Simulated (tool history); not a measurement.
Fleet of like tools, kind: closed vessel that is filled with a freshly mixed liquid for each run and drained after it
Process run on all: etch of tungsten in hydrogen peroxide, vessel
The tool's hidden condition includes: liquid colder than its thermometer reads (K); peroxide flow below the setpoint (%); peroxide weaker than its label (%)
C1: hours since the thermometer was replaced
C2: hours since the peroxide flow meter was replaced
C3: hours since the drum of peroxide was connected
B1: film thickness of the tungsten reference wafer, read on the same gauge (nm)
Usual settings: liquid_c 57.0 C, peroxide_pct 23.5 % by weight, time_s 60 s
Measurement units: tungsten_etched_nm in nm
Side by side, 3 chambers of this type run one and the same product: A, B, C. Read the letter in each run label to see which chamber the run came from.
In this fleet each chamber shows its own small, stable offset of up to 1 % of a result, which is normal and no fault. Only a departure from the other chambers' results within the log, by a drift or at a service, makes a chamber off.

Run 1A, hour 7.3: usual settings; C1 597.2; C2 995.6; C3 1176.9; B1 130.01. Result: tungsten_etched_nm 116.970 nm.
At hour 14.9: chamber A: new drum of peroxide connected.
Run 2C, hour 21.3: usual settings; C1 115.5; C2 389.8; C3 249.5; B1 130.02. Result: tungsten_etched_nm 119.680 nm.
Run 3B, hour 31.9: usual settings; C1 720.3; C2 395.1; C3 1387.9; B1 130.01. Result: tungsten_etched_nm 116.990 nm.
Run 4B, hour 43.2: usual settings; C1 731.6; C2 406.4; C3 1399.2; B1 129.95. Result: tungsten_etched_nm 117.550 nm.
Run 5A, hour 54.8: usual settings; C1 644.7; C2 1043.1; C3 39.9; B1 130.03. Result: tungsten_etched_nm 117.450 nm.
Run 6C, hour 70.0: usual settings; C1 164.2; C2 438.5; C3 298.2; B1 129.98. Result: tungsten_etched_nm 118.860 nm.
Run 7B, hour 76.7: usual settings; C1 765.1; C2 439.9; C3 1432.7; B1 129.96. Result: tungsten_etched_nm 117.990 nm.
Run 8C, hour 90.2: usual settings but peroxide_pct 28.5 % by weight; C1 184.4; C2 458.7; C3 318.4; B1 130.00. Result: tungsten_etched_nm 131.370 nm.
Run 9A, hour 97.9: usual settings but peroxide_pct 28.5 % by weight; C1 687.8; C2 1086.2; C3 83.0; B1 130.01. Result: tungsten_etched_nm 130.050 nm.
Run 10B, hour 107.5: usual settings but peroxide_pct 28.5 % by weight; C1 795.9; C2 470.7; C3 1463.5; B1 130.00. Result: tungsten_etched_nm 129.500 nm.
Run 11C, hour 121.9: usual settings; C1 216.1; C2 490.4; C3 350.1; B1 130.01. Result: tungsten_etched_nm 118.360 nm.
Run 12A, hour 130.7: usual settings; C1 720.6; C2 1119.0; C3 115.8; B1 129.97. Result: tungsten_etched_nm 117.330 nm.
Run 13B, hour 145.9: usual settings; C1 834.3; C2 509.1; C3 1501.9; B1 129.98. Result: tungsten_etched_nm 118.310 nm.
Run 14A, hour 157.1: usual settings; C1 747.0; C2 1145.4; C3 142.2; B1 129.97. Result: tungsten_etched_nm 118.050 nm.
Run 15C, hour 170.7: usual settings but liquid_c 47.5 C, time_s 90 s; C1 264.9; C2 539.2; C3 398.9; B1 130.01. Result: tungsten_etched_nm 100.820 nm.
Run 16A, hour 182.4: usual settings but liquid_c 47.5 C, time_s 90 s; C1 772.3; C2 1170.7; C3 167.5; B1 130.00. Result: tungsten_etched_nm 100.380 nm.
At hour 190.1: chamber B: new drum of peroxide connected.
Run 17C, hour 190.4: usual settings but liquid_c 47.5 C, time_s 90 s; C1 284.6; C2 558.9; C3 418.6; B1 129.99. Result: tungsten_etched_nm 100.770 nm.
Run 18B, hour 201.0: usual settings; C1 889.4; C2 564.2; C3 11.0; B1 130.00. Result: tungsten_etched_nm 118.970 nm.
Run 19A, hour 215.6: usual settings; C1 805.5; C2 1203.9; C3 200.7; B1 130.00. Result: tungsten_etched_nm 117.780 nm.
Run 20B, hour 222.7: usual settings but peroxide_pct 20.0 % by weight, time_s 95 s; C1 911.1; C2 585.9; C3 32.7; B1 130.00. Result: tungsten_etched_nm 172.830 nm.
Run 21C, hour 229.7: usual settings but peroxide_pct 20.0 % by weight, time_s 95 s; C1 323.9; C2 598.2; C3 457.9; B1 129.97. Result: tungsten_etched_nm 172.160 nm.
Run 22A, hour 242.5: usual settings but peroxide_pct 20.0 % by weight, time_s 95 s; C1 832.4; C2 1230.8; C3 227.6; B1 129.96. Result: tungsten_etched_nm 174.120 nm.
Run 23B, hour 252.2: usual settings; C1 940.6; C2 615.4; C3 62.2; B1 130.04. Result: tungsten_etched_nm 119.050 nm.
Run 24C, hour 267.5: usual settings; C1 361.7; C2 636.0; C3 495.7; B1 129.97. Result: tungsten_etched_nm 118.910 nm.
Run 25A, hour 281.4: usual settings; C1 871.3; C2 1269.7; C3 266.5; B1 129.98. Result: tungsten_etched_nm 116.850 nm.
Run 26B, hour 288.8: usual settings; C1 977.2; C2 652.0; C3 98.8; B1 129.98. Result: tungsten_etched_nm 119.110 nm.
Run 27C, hour 297.8: usual settings; C1 392.0; C2 666.3; C3 526.0; B1 130.04. Result: tungsten_etched_nm 118.760 nm.
At hour 307.3: chamber B: peroxide flow meter replaced.
Run 28C, hour 310.7: usual settings; C1 404.9; C2 679.2; C3 538.9; B1 130.03. Result: tungsten_etched_nm 118.930 nm.
Run 29A, hour 324.9: usual settings; C1 914.8; C2 1313.2; C3 310.0; B1 130.00. Result: tungsten_etched_nm 116.700 nm.
Run 30B, hour 338.4: usual settings; C1 1026.8; C2 31.1; C3 148.4; B1 130.02. Result: tungsten_etched_nm 118.180 nm.
Run 31A, hour 352.5: usual settings; C1 942.4; C2 1340.8; C3 337.6; B1 129.97. Result: tungsten_etched_nm 117.980 nm.
Run 32B, hour 365.1: usual settings; C1 1053.5; C2 57.8; C3 175.1; B1 130.00. Result: tungsten_etched_nm 117.760 nm.
Run 33C, hour 377.1: usual settings; C1 471.3; C2 745.6; C3 605.3; B1 130.03. Result: tungsten_etched_nm 118.450 nm.
Run 34C, hour 390.1: usual settings; C1 484.3; C2 758.6; C3 618.3; B1 130.02. Result: tungsten_etched_nm 118.920 nm.
Run 35B, hour 397.6: usual settings; C1 1086.0; C2 90.3; C3 207.6; B1 129.98. Result: tungsten_etched_nm 118.400 nm.
Run 36A, hour 406.4: usual settings but time_s 40 s; C1 996.3; C2 1394.7; C3 391.5; B1 130.06. Result: tungsten_etched_nm 79.020 nm.
Run 37A, hour 413.2: usual settings but time_s 40 s; C1 1003.1; C2 1401.5; C3 398.3; B1 129.99. Result: tungsten_etched_nm 79.030 nm.
Run 38C, hour 426.2: usual settings but time_s 40 s; C1 520.4; C2 794.7; C3 654.4; B1 130.00. Result: tungsten_etched_nm 78.661 nm.
Run 39B, hour 437.0: usual settings; C1 1125.4; C2 129.7; C3 247.0; B1 129.99. Result: tungsten_etched_nm 119.670 nm.

Does one chamber stand apart from the rest, does the shared gauge drift, or is all well apart from small per-chamber offsets? Give the chamber and the most likely cause, where there is one.

The fleet is healthy, with each chamber sitting at its usual small offset and no drift in the gauge.
